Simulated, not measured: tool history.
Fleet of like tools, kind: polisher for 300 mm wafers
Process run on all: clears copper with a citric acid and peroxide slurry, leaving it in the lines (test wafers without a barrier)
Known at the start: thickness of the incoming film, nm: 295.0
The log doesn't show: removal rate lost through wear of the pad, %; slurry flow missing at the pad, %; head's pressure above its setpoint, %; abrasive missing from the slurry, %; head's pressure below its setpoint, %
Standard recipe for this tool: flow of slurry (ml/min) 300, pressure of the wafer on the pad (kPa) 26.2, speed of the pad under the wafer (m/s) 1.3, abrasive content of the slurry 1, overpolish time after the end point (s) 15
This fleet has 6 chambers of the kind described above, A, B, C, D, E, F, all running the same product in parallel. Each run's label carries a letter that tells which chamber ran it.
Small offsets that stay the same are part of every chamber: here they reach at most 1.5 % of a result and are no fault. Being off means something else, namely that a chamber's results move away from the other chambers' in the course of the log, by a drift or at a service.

run,hour,flow of slurry (ml/min),pressure of the wafer on the pad (kPa),speed of the pad under the wafer (m/s),abrasive content of the slurry,overpolish time after the end point (s),wafers polished on this pad,hours since the slurry nozzle was cleaned,hours since the head pressure was calibrated,hours since the slurry blender was calibrated,time until the end point was called (s),dishing of a wide line in a test structure (Å)
# hour 4.7: chamber F: slurry nozzle cleaned
1C,13.7,300,26.2,1.3,1,15,945,73.4,564.9,36.9,80.588,169.35
# hour 13.8: chamber C: worn pad replaced by a new one
# hour 21.1: chamber A: slurry blender recalibrated
2B,23,300,26.2,1.3,1,15,352,286.8,236,259.5,81.391,170.21
# hour 30.9: chamber D: worn pad replaced by a new one
3D,32.6,300,26.2,1.3,1,15,19,248.8,438.1,152.1,78.463,172.54
4E,42.8,300,26.2,1.3,1,15,1037,147.6,419.2,182.9,78.852,174.3
# hour 43.7: chamber F: worn pad replaced by a new one
# hour 45.2: chamber E: worn pad replaced by a new one
5F,53.8,300,26.2,1.3,1,15,117,49.1,903.8,275.6,81.08,177.17
6A,63.9,300,26.2,1.08,1,20,845,232.2,648.9,42.8,97.533,168.06
# hour 68.8: chamber A: worn pad replaced by a new one
# hour 72: chamber E: slurry blender recalibrated
7D,78.2,300,26.2,1.08,1,20,547,294.4,483.7,197.7,95.528,168.02
# hour 83.1: chamber F: slurry blender recalibrated
8F,90.7,300,26.2,1.08,1,20,543,86,940.7,7.7,95.506,181.32
# hour 96.8: chamber D: worn pad replaced by a new one
9B,98.6,300,26.2,1.08,1,20,1226,362.4,311.6,335.1,97.51,175.64
# hour 100.6: chamber C: worn pad replaced by a new one
# hour 104.2: chamber C: head pressure recalibrated
# hour 105: chamber B: worn pad replaced by a new one
10C,109.6,300,26.2,1.08,1,20,105,169.3,5.4,132.8,94.965,175.41
# hour 122.5: chamber A: slurry nozzle cleaned
11A,124.4,300,26.2,1.08,1,20,643,1.9,709.4,103.3,96.212,172.93
# hour 127.9: chamber F: worn pad replaced by a new one
# hour 135.1: chamber B: slurry blender recalibrated
12E,136.5,300,26.2,1.3,1,15,1055,241.3,512.9,64.5,78.186,169.32
# hour 144.2: chamber E: worn pad replaced by a new one
13C,146.4,300,26.2,1.3,1,15,530,206.1,42.2,169.6,78.716,166.56
14E,153.7,300,26.2,1.3,1,15,110,258.5,530.1,81.7,79.266,168.94
# hour 156: chamber A: worn pad replaced by a new one
# hour 166.3: chamber D: worn pad replaced by a new one
15F,168.7,300,26.2,1.3,1,15,472,164,1018.7,85.7,80.65,173.56
# hour 170.8: chamber D: slurry nozzle cleaned
# hour 172.6: chamber C: worn pad replaced by a new one
16D,177.1,300,26.2,1.3,1,15,125,6.3,582.6,296.6,75.514,174.93
17B,184.4,300,26.2,1.3,1,15,918,448.2,397.4,49.3,81.804,174.07
# hour 190.7: chamber F: head pressure recalibrated
# hour 194.5: chamber F: worn pad replaced by a new one
18A,194.7,300,17.9,1.56,1,15,447,72.2,779.7,173.6,97.801,161.18
19B,208.1,300,17.9,1.56,1,15,1192,471.9,421.1,73,98.451,159.27
# hour 216.2: chamber B: worn pad replaced by a new one
20C,217.1,300,17.9,1.56,1,15,515,276.8,112.9,240.3,97.04,163.37
21A,230.1,300,17.9,1.56,1,15,856,107.6,815.1,209,98.938,154.3
# hour 233.2: chamber A: worn pad replaced by a new one
# hour 233.7: chamber E: worn pad replaced by a new one
# hour 240.3: chamber A: slurry blender recalibrated
22E,244,300,17.9,1.56,1,15,119,348.8,620.4,172,96.713,158.25
# hour 244.9: chamber D: slurry blender recalibrated
# hour 246: chamber C: worn pad replaced by a new one
# hour 252.3: chamber D: worn pad replaced by a new one
23D,252.8,300,17.9,1.56,1,15,6,82,658.3,7.9,89.14,163.38
# hour 259.9: chamber B: head pressure recalibrated
24F,260.2,300,26.2,0.96,1.25,15,759,255.5,69.6,177.2,103.2,150.14
# hour 264.9: chamber F: worn pad replaced by a new one
25F,271,300,26.2,0.96,1.25,15,71,266.3,80.4,188,103.94,160.86
26C,278.5,300,26.2,0.96,1.25,15,376,338.2,174.3,301.7,99.851,153.89
# hour 279.5: chamber C: slurry blender recalibrated
27A,291.9,300,26.2,0.96,1.25,15,678,169.4,876.9,51.6,104.35,152.96
28B,302.9,300,26.2,0.96,1.25,15,1002,566.7,43,167.8,103.12,155.19
# hour 311.5: chamber B: worn pad replaced by a new one
# hour 316.1: chamber E: slurry blender recalibrated
29D,316.9,300,26.2,0.96,1.25,15,747,146.1,722.4,72,95.883,163.64
# hour 317.3: chamber E: worn pad replaced by a new one
# hour 322.5: chamber A: worn pad replaced by a new one
30E,327.8,300,26.2,1.72,1.2,15,121,432.6,704.2,11.8,56.949,175.66
# hour 328.7: chamber C: worn pad replaced by a new one
31C,335.1,300,26.2,1.72,1.2,15,74,394.8,230.9,55.7,58.675,180.34
# hour 336: chamber F: worn pad replaced by a new one
# hour 336: chamber D: worn pad replaced by a new one
32F,342,300,26.2,1.72,1.2,15,69,337.3,151.4,259,59.348,178.84
33D,350.9,300,26.2,1.72,1.2,15,172,180.1,756.4,106,52.361,186.65
34B,362.9,300,26.2,1.72,1.2,15,595,626.7,103,227.8,59.085,178.75
35E,376.4,300,26.2,1.72,1.2,15,683,481.2,752.8,60.4,57.873,184.07
36A,384.3,300,26.2,1.3,1,15,715,261.8,969.3,144,80.88,165.13

Predict what each chamber gives when all 6 of them run the settings below next.
37A,395.1,300,26.2,1.3,1,15,,,,,?,?
37B,395.1,300,26.2,1.3,1,15,,,,,?,?
37C,395.1,300,26.2,1.3,1,15,,,,,?,?
37D,395.1,300,26.2,1.3,1,15,,,,,?,?
37E,395.1,300,26.2,1.3,1,15,,,,,?,?
37F,395.1,300,26.2,1.3,1,15,,,,,?,?

run,time until the end point was called (s),dishing of a wide line in a test structure (Å)
37A,80.949,170.95
37B,80.711,172.74
37C,79.093,168.2
37D,70.483,169.85
37E,79.549,173.66
37F,82.67,176.94

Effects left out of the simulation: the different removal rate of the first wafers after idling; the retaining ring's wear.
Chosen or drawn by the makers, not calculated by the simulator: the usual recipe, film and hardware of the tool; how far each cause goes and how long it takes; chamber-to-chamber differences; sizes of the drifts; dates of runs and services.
